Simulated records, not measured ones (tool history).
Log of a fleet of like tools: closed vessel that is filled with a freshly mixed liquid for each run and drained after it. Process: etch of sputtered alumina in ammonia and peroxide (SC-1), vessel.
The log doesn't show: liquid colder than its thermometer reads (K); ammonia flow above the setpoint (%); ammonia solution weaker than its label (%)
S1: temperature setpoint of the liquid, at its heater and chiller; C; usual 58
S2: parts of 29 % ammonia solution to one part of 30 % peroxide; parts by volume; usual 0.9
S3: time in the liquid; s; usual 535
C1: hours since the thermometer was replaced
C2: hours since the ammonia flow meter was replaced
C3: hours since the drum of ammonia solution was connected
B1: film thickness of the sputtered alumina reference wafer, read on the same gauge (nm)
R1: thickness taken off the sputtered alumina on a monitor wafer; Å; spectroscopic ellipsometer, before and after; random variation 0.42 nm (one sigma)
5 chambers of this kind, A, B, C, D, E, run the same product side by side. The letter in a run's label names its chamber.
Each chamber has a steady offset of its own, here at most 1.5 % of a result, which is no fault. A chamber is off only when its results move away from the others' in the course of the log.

run 1C hour=6.2 | S1=58 S2=0.9 S3=535 | C1=612.3 C2=1121.2 C3=168.3 | B1=59.965 | R1=478.91
run 2E hour=16.5 | S1=58 S2=0.9 S3=535 | C1=2420.2 C2=653.2 C3=450.4 | B1=59.997 | R1=468.7
run 3A hour=26.7 | S1=58 S2=0.9 S3=535 | C1=1097.6 C2=391.4 C3=84.6 | B1=60.03 | R1=465.61
run 4B hour=34.5 | S1=58 S2=0.9 S3=535 | C1=436.2 C2=1458.6 C3=267.4 | B1=59.993 | R1=468.29
run 5D hour=40.9 | S1=58 S2=0.9 S3=535 | C1=588.9 C2=1872.6 C3=51.6 | B1=60.003 | R1=478.08
run 6B hour=47.9 | S1=58 S2=0.9 S3=535 | C1=449.6 C2=1472 C3=280.8 | B1=60.017 | R1=469.54
run 7C hour=59.7 | S1=58 S2=0.9 S3=535 | C1=665.8 C2=1174.7 C3=221.8 | B1=59.945 | R1=470.62
run 8A hour=68.9 | S1=58 S2=0.9 S3=535 | C1=1139.8 C2=433.6 C3=126.8 | B1=60.04 | R1=470.76
run 9E hour=77.9 | S1=58 S2=0.9 S3=535 | C1=2481.6 C2=714.6 C3=511.8 | B1=60.032 | R1=468.84
run 10D hour=84.5 | S1=58 S2=0.9 S3=535 | C1=632.5 C2=1916.2 C3=95.2 | B1=60.024 | R1=477.73
run 11D hour=95.7 | S1=58 S2=0.9 S3=535 | C1=643.7 C2=1927.4 C3=106.4 | B1=60.03 | R1=478.11
run 12B hour=104.2 | S1=58 S2=0.9 S3=535 | C1=505.9 C2=1528.3 C3=337.1 | B1=59.972 | R1=468.18
run 13E hour=112.4 | S1=58 S2=0.9 S3=535 | C1=2516.1 C2=749.1 C3=546.3 | B1=60.008 | R1=458.95
-- hour=120.1 chamber C: new drum of ammonia solution connected
run 14C hour=122.7 | S1=58 S2=0.9 S3=535 | C1=728.8 C2=1237.7 C3=2.6 | B1=60.032 | R1=469.28
run 15A hour=129.2 | S1=58 S2=0.9 S3=535 | C1=1200.1 C2=493.9 C3=187.1 | B1=59.995 | R1=463.67
run 16C hour=134.5 | S1=58 S2=0.9 S3=535 | C1=740.6 C2=1249.5 C3=14.4 | B1=60.002 | R1=467.61
run 17B hour=145.3 | S1=58 S2=1.2 S3=845 | C1=547 C2=1569.4 C3=378.2 | B1=60.022 | R1=768.02
run 18A hour=154.6 | S1=58 S2=1.2 S3=845 | C1=1225.5 C2=519.3 C3=212.5 | B1=59.979 | R1=751.42
run 19D hour=161.4 | S1=58 S2=1.2 S3=845 | C1=709.4 C2=1993.1 C3=172.1 | B1=59.971 | R1=761.45
-- hour=165.8 chamber A: new drum of ammonia solution connected
run 20E hour=166.9 | S1=58 S2=1.2 S3=845 | C1=2570.6 C2=803.6 C3=600.8 | B1=60.005 | R1=771.26
run 21A hour=177.3 | S1=58 S2=1.2 S3=845 | C1=1248.2 C2=542 C3=11.6 | B1=60.003 | R1=761.03
run 22E hour=184 | S1=58 S2=0.9 S3=535 | C1=2587.7 C2=820.7 C3=617.9 | B1=60.028 | R1=472.07
-- hour=186.6 chamber C: thermometer replaced
run 23C hour=194.1 | S1=58 S2=0.55 S3=535 | C1=7.5 C2=1309.1 C3=74 | B1=60.031 | R1=447.63
run 24D hour=203.9 | S1=58 S2=0.55 S3=535 | C1=751.9 C2=2035.6 C3=214.6 | B1=60.032 | R1=429.94
run 25B hour=209.8 | S1=58 S2=0.55 S3=535 | C1=611.5 C2=1633.9 C3=442.7 | B1=60.022 | R1=446.75
run 26A hour=218.3 | S1=58 S2=0.55 S3=535 | C1=1289.2 C2=583 C3=52.6 | B1=60.035 | R1=451.16
run 27D hour=229.3 | S1=58 S2=0.55 S3=535 | C1=777.3 C2=2061 C3=240 | B1=59.986 | R1=427.55
run 28C hour=240.3 | S1=58 S2=0.9 S3=535 | C1=53.7 C2=1355.3 C3=120.2 | B1=59.996 | R1=472.62
run 29E hour=248.7 | S1=58 S2=0.9 S3=535 | C1=2652.4 C2=885.4 C3=682.6 | B1=60.014 | R1=465.9
run 30B hour=260.1 | S1=58 S2=0.9 S3=535 | C1=661.8 C2=1684.2 C3=493 | B1=59.972 | R1=475.16
run 31D hour=265.5 | S1=58 S2=0.9 S3=535 | C1=813.5 C2=2097.2 C3=276.2 | B1=59.99 | R1=452.21
run 32C hour=272.8 | S1=58 S2=0.9 S3=535 | C1=86.2 C2=1387.8 C3=152.7 | B1=60.01 | R1=475.63
run 33A hour=278.5 | S1=58 S2=0.9 S3=535 | C1=1349.4 C2=643.2 C3=112.8 | B1=60.005 | R1=474.46
run 34E hour=286.4 | S1=58 S2=0.9 S3=535 | C1=2690.1 C2=923.1 C3=720.3 | B1=59.998 | R1=467.29
run 35B hour=297.1 | S1=58 S2=0.9 S3=535 | C1=698.8 C2=1721.2 C3=530 | B1=59.969 | R1=464.98

Is one chamber off against the others, does the gauge drift, or is nothing wrong? If a chamber is off, say which, and what the likeliest cause is.

Chamber D drifts away from the others.
Cause: liquid colder than its thermometer reads (K) = 1.53.

Here are 4 candidates for chamber D's next run, each the usual settings with a change, their results left as question marks. Which one brings its results back in line with what the others give on the usual settings?
In line means no further than this from the other chambers' mean on the usual settings: R1 15 Å
run 36D-1 hour=305.6 | S1=58 S2=0.9 S3=470 | R1=?
run 36D-2 hour=305.6 | S1=57.5 S2=0.9 S3=515 | R1=?
run 36D-3 hour=305.6 | S1=59 S2=0.9 S3=570 | R1=?
run 36D-4 hour=305.6 | S1=58.5 S2=0.9 S3=555 | R1=?

The other chambers' mean on the usual settings: R1 468.64 Å
run=36D-1 R1=386.83
run=36D-2 R1=412.64
run=36D-3 R1=494.88
run=36D-4 R1=469.18
36D-4 brings the chamber back in line.
